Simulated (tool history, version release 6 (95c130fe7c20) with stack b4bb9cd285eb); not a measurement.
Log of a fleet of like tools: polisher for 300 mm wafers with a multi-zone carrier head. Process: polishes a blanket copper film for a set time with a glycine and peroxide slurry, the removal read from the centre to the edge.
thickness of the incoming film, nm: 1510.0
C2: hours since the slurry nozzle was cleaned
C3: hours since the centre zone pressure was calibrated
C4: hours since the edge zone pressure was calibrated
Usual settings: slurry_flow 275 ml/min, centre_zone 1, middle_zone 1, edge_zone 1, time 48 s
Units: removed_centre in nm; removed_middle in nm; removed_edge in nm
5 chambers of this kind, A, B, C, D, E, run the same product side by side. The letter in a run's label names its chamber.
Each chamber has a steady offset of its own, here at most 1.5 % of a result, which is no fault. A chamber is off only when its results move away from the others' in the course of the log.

{"hour": 5.2, "done": "chamber E: centre zone pressure recalibrated"}
{"run": "1A", "hour": 13.7, "slurry_flow": 275, "centre_zone": 1, "middle_zone": 1, "edge_zone": 1, "time": 48, "wafers polished on this pad": 399, "C2": 108.3, "C3": 344, "C4": 467.4, "removed_centre": 186.23, "removed_middle": 189.07, "removed_edge": 190.45}
{"hour": 19.2, "done": "chamber E: worn pad replaced by a new one"}
{"run": "2C", "hour": 24.4, "slurry_flow": 275, "centre_zone": 1, "middle_zone": 1, "edge_zone": 1, "time": 48, "wafers polished on this pad": 798, "C2": 457.2, "C3": 256.9, "C4": 1142.1, "removed_centre": 186.37, "removed_middle": 195.25, "removed_edge": 190.58}
{"hour": 26.0, "done": "chamber E: edge zone pressure recalibrated"}
{"hour": 33.7, "done": "chamber D: edge zone pressure recalibrated"}
{"run": "3E", "hour": 35.6, "slurry_flow": 275, "centre_zone": 1, "middle_zone": 1, "edge_zone": 1, "time": 48, "wafers polished on this pad": 156, "C2": 571.6, "C3": 30.5, "C4": 9.6, "removed_centre": 187.97, "removed_middle": 193.06, "removed_edge": 190.74}
{"run": "4B", "hour": 45.0, "slurry_flow": 275, "centre_zone": 1, "middle_zone": 1, "edge_zone": 1, "time": 48, "wafers polished on this pad": 1121, "C2": 279.8, "C3": 100.4, "C4": 1170.5, "removed_centre": 186.63, "removed_middle": 185.9, "removed_edge": 188.86}
{"hour": 50.7, "done": "chamber A: edge zone pressure recalibrated"}
{"run": "5D", "hour": 53.9, "slurry_flow": 275, "centre_zone": 1, "middle_zone": 1, "edge_zone": 1, "time": 48, "wafers polished on this pad": 796, "C2": 540.7, "C3": 1194.2, "C4": 20.3, "removed_centre": 188.36, "removed_middle": 186.9, "removed_edge": 189.3}
{"hour": 55.1, "done": "chamber B: worn pad replaced by a new one"}
{"hour": 56.7, "done": "chamber A: worn pad replaced by a new one"}
{"hour": 60.6, "done": "chamber B: edge zone pressure recalibrated"}
{"run": "6E", "hour": 62.3, "slurry_flow": 275, "centre_zone": 1, "middle_zone": 1, "edge_zone": 1, "time": 48, "wafers polished on this pad": 410, "C2": 598.3, "C3": 57.2, "C4": 36.3, "removed_centre": 189.79, "removed_middle": 190.15, "removed_edge": 186.9}
{"run": "7C", "hour": 78.6, "slurry_flow": 275, "centre_zone": 1, "middle_zone": 1, "edge_zone": 1, "time": 48, "wafers polished on this pad": 1314, "C2": 511.4, "C3": 311.1, "C4": 1196.3, "removed_centre": 188.23, "removed_middle": 188.42, "removed_edge": 186.32}
{"run": "8D", "hour": 87.4, "slurry_flow": 275, "centre_zone": 1, "middle_zone": 1.1, "edge_zone": 0.91, "time": 48, "wafers polished on this pad": 1115, "C2": 574.2, "C3": 1227.7, "C4": 53.8, "removed_centre": 190.47, "removed_middle": 204.74, "removed_edge": 181.12}
{"hour": 90.5, "done": "chamber C: worn pad replaced by a new one"}
{"hour": 94.9, "done": "chamber D: worn pad replaced by a new one"}
{"run": "9B", "hour": 97.6, "slurry_flow": 275, "centre_zone": 1, "middle_zone": 1.1, "edge_zone": 0.91, "time": 48, "wafers polished on this pad": 404, "C2": 332.4, "C3": 153, "C4": 37.1, "removed_centre": 188, "removed_middle": 202.85, "removed_edge": 176.47}
{"run": "10A", "hour": 107.3, "slurry_flow": 275, "centre_zone": 1, "middle_zone": 1.1, "edge_zone": 0.91, "time": 48, "wafers polished on this pad": 482, "C2": 201.9, "C3": 437.6, "C4": 56.7, "removed_centre": 185.9, "removed_middle": 203.82, "removed_edge": 177.13}
{"run": "11D", "hour": 116.0, "slurry_flow": 275, "centre_zone": 1, "middle_zone": 1.1, "edge_zone": 0.91, "time": 48, "wafers polished on this pad": 201, "C2": 602.8, "C3": 1256.3, "C4": 82.4, "removed_centre": 187.92, "removed_middle": 208.4, "removed_edge": 178.61}
{"hour": 117.8, "done": "chamber A: centre zone pressure recalibrated"}
{"run": "12B", "hour": 129.3, "slurry_flow": 275, "centre_zone": 1, "middle_zone": 1.1, "edge_zone": 0.91, "time": 48, "wafers polished on this pad": 706, "C2": 364.1, "C3": 184.7, "C4": 68.8, "removed_centre": 189.69, "removed_middle": 206.08, "removed_edge": 181.67}
{"run": "13C", "hour": 139.2, "slurry_flow": 275, "centre_zone": 1, "middle_zone": 1, "edge_zone": 1, "time": 48, "wafers polished on this pad": 463, "C2": 572, "C3": 371.7, "C4": 1256.9, "removed_centre": 188.71, "removed_middle": 181.21, "removed_edge": 189.75}
{"hour": 148.7, "done": "chamber A: worn pad replaced by a new one"}
{"run": "14A", "hour": 152.4, "slurry_flow": 275, "centre_zone": 0.9, "middle_zone": 1, "edge_zone": 0.91, "time": 48, "wafers polished on this pad": 35, "C2": 247, "C3": 34.7, "C4": 101.8, "removed_centre": 167.16, "removed_middle": 188.9, "removed_edge": 181.31}
{"hour": 155.1, "done": "chamber C: slurry nozzle cleaned"}
{"hour": 165.7, "done": "chamber E: worn pad replaced by a new one"}
{"run": "15E", "hour": 166.3, "slurry_flow": 275, "centre_zone": 0.9, "middle_zone": 1, "edge_zone": 0.91, "time": 48, "wafers polished on this pad": 6, "C2": 702.3, "C3": 161.2, "C4": 140.3, "removed_centre": 171.88, "removed_middle": 185.97, "removed_edge": 171.88}
{"hour": 167.9, "done": "chamber B: slurry nozzle cleaned"}
{"hour": 173.4, "done": "chamber B: worn pad replaced by a new one"}
{"run": "16D", "hour": 180.2, "slurry_flow": 275, "centre_zone": 0.9, "middle_zone": 1, "edge_zone": 0.91, "time": 48, "wafers polished on this pad": 812, "C2": 667, "C3": 1320.5, "C4": 146.6, "removed_centre": 166.68, "removed_middle": 182.87, "removed_edge": 179.77}
{"run": "17E", "hour": 192.3, "slurry_flow": 275, "centre_zone": 0.9, "middle_zone": 1, "edge_zone": 0.91, "time": 48, "wafers polished on this pad": 253, "C2": 728.3, "C3": 187.2, "C4": 166.3, "removed_centre": 169.75, "removed_middle": 190.44, "removed_edge": 181.4}
{"hour": 194.1, "done": "chamber D: worn pad replaced by a new one"}
{"run": "18A", "hour": 201.9, "slurry_flow": 275, "centre_zone": 0.9, "middle_zone": 1, "edge_zone": 0.91, "time": 48, "wafers polished on this pad": 506, "C2": 296.5, "C3": 84.2, "C4": 151.3, "removed_centre": 165.08, "removed_middle": 185.08, "removed_edge": 179.48}
{"hour": 211.9, "done": "chamber C: worn pad replaced by a new one"}
{"run": "19C", "hour": 218.2, "slurry_flow": 275, "centre_zone": 1.04, "middle_zone": 1, "edge_zone": 1, "time": 48, "wafers polished on this pad": 60, "C2": 63.2, "C3": 450.7, "C4": 1335.9, "removed_centre": 197.11, "removed_middle": 189.42, "removed_edge": 193.02}
{"hour": 224.2, "done": "chamber C: edge zone pressure recalibrated"}
{"run": "20B", "hour": 226.9, "slurry_flow": 275, "centre_zone": 1.04, "middle_zone": 1, "edge_zone": 1, "time": 48, "wafers polished on this pad": 510, "C2": 59, "C3": 282.3, "C4": 166.4, "removed_centre": 196.77, "removed_middle": 190.08, "removed_edge": 190.36}
{"run": "21D", "hour": 236.0, "slurry_flow": 275, "centre_zone": 1.04, "middle_zone": 1, "edge_zone": 1, "time": 48, "wafers polished on this pad": 399, "C2": 722.8, "C3": 1376.3, "C4": 202.4, "removed_centre": 195, "removed_middle": 181.71, "removed_edge": 194.04}
{"run": "22C", "hour": 243.2, "slurry_flow": 275, "centre_zone": 1.04, "middle_zone": 1, "edge_zone": 1, "time": 48, "wafers polished on this pad": 298, "C2": 88.2, "C3": 475.7, "C4": 19, "removed_centre": 198.11, "removed_middle": 188.45, "removed_edge": 191.97}
{"hour": 253.3, "done": "chamber A: worn pad replaced by a new one"}
{"run": "23A", "hour": 254.9, "slurry_flow": 275, "centre_zone": 1.04, "middle_zone": 1, "edge_zone": 1, "time": 48, "wafers polished on this pad": 16, "C2": 349.5, "C3": 137.2, "C4": 204.3, "removed_centre": 197.55, "removed_middle": 191.36, "removed_edge": 190.12}
{"hour": 264.6, "done": "chamber D: centre zone pressure recalibrated"}
{"run": "24E", "hour": 266.6, "slurry_flow": 275, "centre_zone": 1, "middle_zone": 1, "edge_zone": 1, "time": 48, "wafers polished on this pad": 961, "C2": 802.6, "C3": 261.5, "C4": 240.6, "removed_centre": 189.09, "removed_middle": 184.87, "removed_edge": 193.05}
{"run": "25B", "hour": 279.5, "slurry_flow": 275, "centre_zone": 1, "middle_zone": 1, "edge_zone": 1.11, "time": 39, "wafers polished on this pad": 1010, "C2": 111.6, "C3": 334.9, "C4": 219, "removed_centre": 152.93, "removed_middle": 154.14, "removed_edge": 162.57}
{"hour": 280.6, "done": "chamber B: worn pad replaced by a new one"}
{"run": "26C", "hour": 293.4, "slurry_flow": 275, "centre_zone": 1, "middle_zone": 1, "edge_zone": 1.11, "time": 39, "wafers polished on this pad": 776, "C2": 138.4, "C3": 525.9, "C4": 69.2, "removed_centre": 154.17, "removed_middle": 153.84, "removed_edge": 165.78}
{"hour": 295.8, "done": "chamber A: slurry nozzle cleaned"}
{"hour": 296.5, "done": "chamber D: worn pad replaced by a new one"}
{"run": "27E", "hour": 304.3, "slurry_flow": 275, "centre_zone": 1, "middle_zone": 1, "edge_zone": 1.11, "time": 39, "wafers polished on this pad": 1320, "C2": 840.3, "C3": 299.2, "C4": 278.3, "removed_centre": 155.97, "removed_middle": 153.18, "removed_edge": 160.91}
{"run": "28A", "hour": 314.0, "slurry_flow": 275, "centre_zone": 1, "middle_zone": 1, "edge_zone": 1.11, "time": 39, "wafers polished on this pad": 578, "C2": 18.2, "C3": 196.3, "C4": 263.4, "removed_centre": 150.43, "removed_middle": 155.18, "removed_edge": 162.56}
{"hour": 318.0, "done": "chamber E: worn pad replaced by a new one"}
{"run": "29B", "hour": 329.9, "slurry_flow": 275, "centre_zone": 1, "middle_zone": 1, "edge_zone": 1.11, "time": 39, "wafers polished on this pad": 469, "C2": 162, "C3": 385.3, "C4": 269.4, "removed_centre": 153.76, "removed_middle": 154.56, "removed_edge": 157.83}
{"hour": 331.5, "done": "chamber E: slurry nozzle cleaned"}
{"hour": 339.3, "done": "chamber C: centre zone pressure recalibrated"}
{"run": "30D", "hour": 343.9, "slurry_flow": 275, "centre_zone": 1, "middle_zone": 1, "edge_zone": 1, "time": 48, "wafers polished on this pad": 452, "C2": 830.7, "C3": 79.4, "C4": 310.3, "removed_centre": 185.42, "removed_middle": 189.83, "removed_edge": 195.4}
{"hour": 345.4, "done": "chamber B: centre zone pressure recalibrated"}
{"hour": 345.7, "done": "chamber C: worn pad replaced by a new one"}
{"hour": 351.3, "done": "chamber A: worn pad replaced by a new one"}
{"hour": 359.5, "done": "chamber E: centre zone pressure recalibrated"}
{"run": "31E", "hour": 360.0, "slurry_flow": 275, "centre_zone": 1, "middle_zone": 1, "edge_zone": 1, "time": 48, "wafers polished on this pad": 400, "C2": 28.5, "C3": 0.5, "C4": 334, "removed_centre": 190.89, "removed_middle": 184.78, "removed_edge": 184.06}
{"hour": 366.9, "done": "chamber D: slurry nozzle cleaned"}
{"run": "32C", "hour": 375.0, "slurry_flow": 275, "centre_zone": 1, "middle_zone": 1, "edge_zone": 1, "time": 48, "wafers polished on this pad": 279, "C2": 220, "C3": 35.7, "C4": 150.8, "removed_centre": 189.97, "removed_middle": 192.6, "removed_edge": 189.92}
{"run": "33B", "hour": 386.8, "slurry_flow": 275, "centre_zone": 1.06, "middle_zone": 1, "edge_zone": 1, "time": 39, "wafers polished on this pad": 1011, "C2": 218.9, "C3": 41.5, "C4": 326.3, "removed_centre": 162.92, "removed_middle": 152.72, "removed_edge": 152.79}
{"hour": 398.5, "done": "chamber D: worn pad replaced by a new one"}
{"run": "34A", "hour": 402.4, "slurry_flow": 275, "centre_zone": 1.06, "middle_zone": 1, "edge_zone": 1, "time": 39, "wafers polished on this pad": 487, "C2": 106.6, "C3": 284.7, "C4": 351.8, "removed_centre": 160.13, "removed_middle": 153.25, "removed_edge": 157.38}
{"hour": 408.1, "done": "chamber B: worn pad replaced by a new one"}
{"run": "35D", "hour": 414.4, "slurry_flow": 275, "centre_zone": 1.06, "middle_zone": 1, "edge_zone": 1, "time": 39, "wafers polished on this pad": 152, "C2": 47.6, "C3": 149.9, "C4": 380.8, "removed_centre": 162.65, "removed_middle": 152.58, "removed_edge": 152.86}
{"run": "36E", "hour": 427.5, "slurry_flow": 275, "centre_zone": 1.06, "middle_zone": 1, "edge_zone": 1, "time": 39, "wafers polished on this pad": 1042, "C2": 96, "C3": 68, "C4": 401.5, "removed_centre": 164.57, "removed_middle": 152.35, "removed_edge": 151.91}
{"run": "37A", "hour": 439.0, "slurry_flow": 275, "centre_zone": 1.06, "middle_zone": 1, "edge_zone": 1, "time": 39, "wafers polished on this pad": 836, "C2": 143.2, "C3": 321.3, "C4": 388.4, "removed_centre": 161.05, "removed_middle": 153.36, "removed_edge": 156.32}
{"run": "38B", "hour": 447.3, "slurry_flow": 275, "centre_zone": 1, "middle_zone": 1, "edge_zone": 1, "time": 48, "wafers polished on this pad": 374, "C2": 279.4, "C3": 102, "C4": 386.8, "removed_centre": 188.7, "removed_middle": 195.43, "removed_edge": 191.07}
{"run": "39C", "hour": 457.7, "slurry_flow": 275, "centre_zone": 1, "middle_zone": 1, "edge_zone": 1, "time": 48, "wafers polished on this pad": 1067, "C2": 302.7, "C3": 118.4, "C4": 233.5, "removed_centre": 187.71, "removed_middle": 185.67, "removed_edge": 187.04}
{"hour": 458.2, "done": "chamber A: worn pad replaced by a new one"}
{"run": "40D", "hour": 468.9, "slurry_flow": 275, "centre_zone": 1, "middle_zone": 1, "edge_zone": 1, "time": 48, "wafers polished on this pad": 671, "C2": 102.1, "C3": 204.4, "C4": 435.3, "removed_centre": 188.1, "removed_middle": 195, "removed_edge": 185.4}
{"run": "41A", "hour": 480.0, "slurry_flow": 275, "centre_zone": 1, "middle_zone": 1, "edge_zone": 1, "time": 48, "wafers polished on this pad": 208, "C2": 184.2, "C3": 362.3, "C4": 429.4, "removed_centre": 185.74, "removed_middle": 186.28, "removed_edge": 188.04}

What goes on in this fleet: one chamber off, a drifting gauge, or nothing beyond the chambers' own small offsets? Name the chamber and the cause, if any.

No chamber stands off beyond its own small offset, and the gauge holds steady.
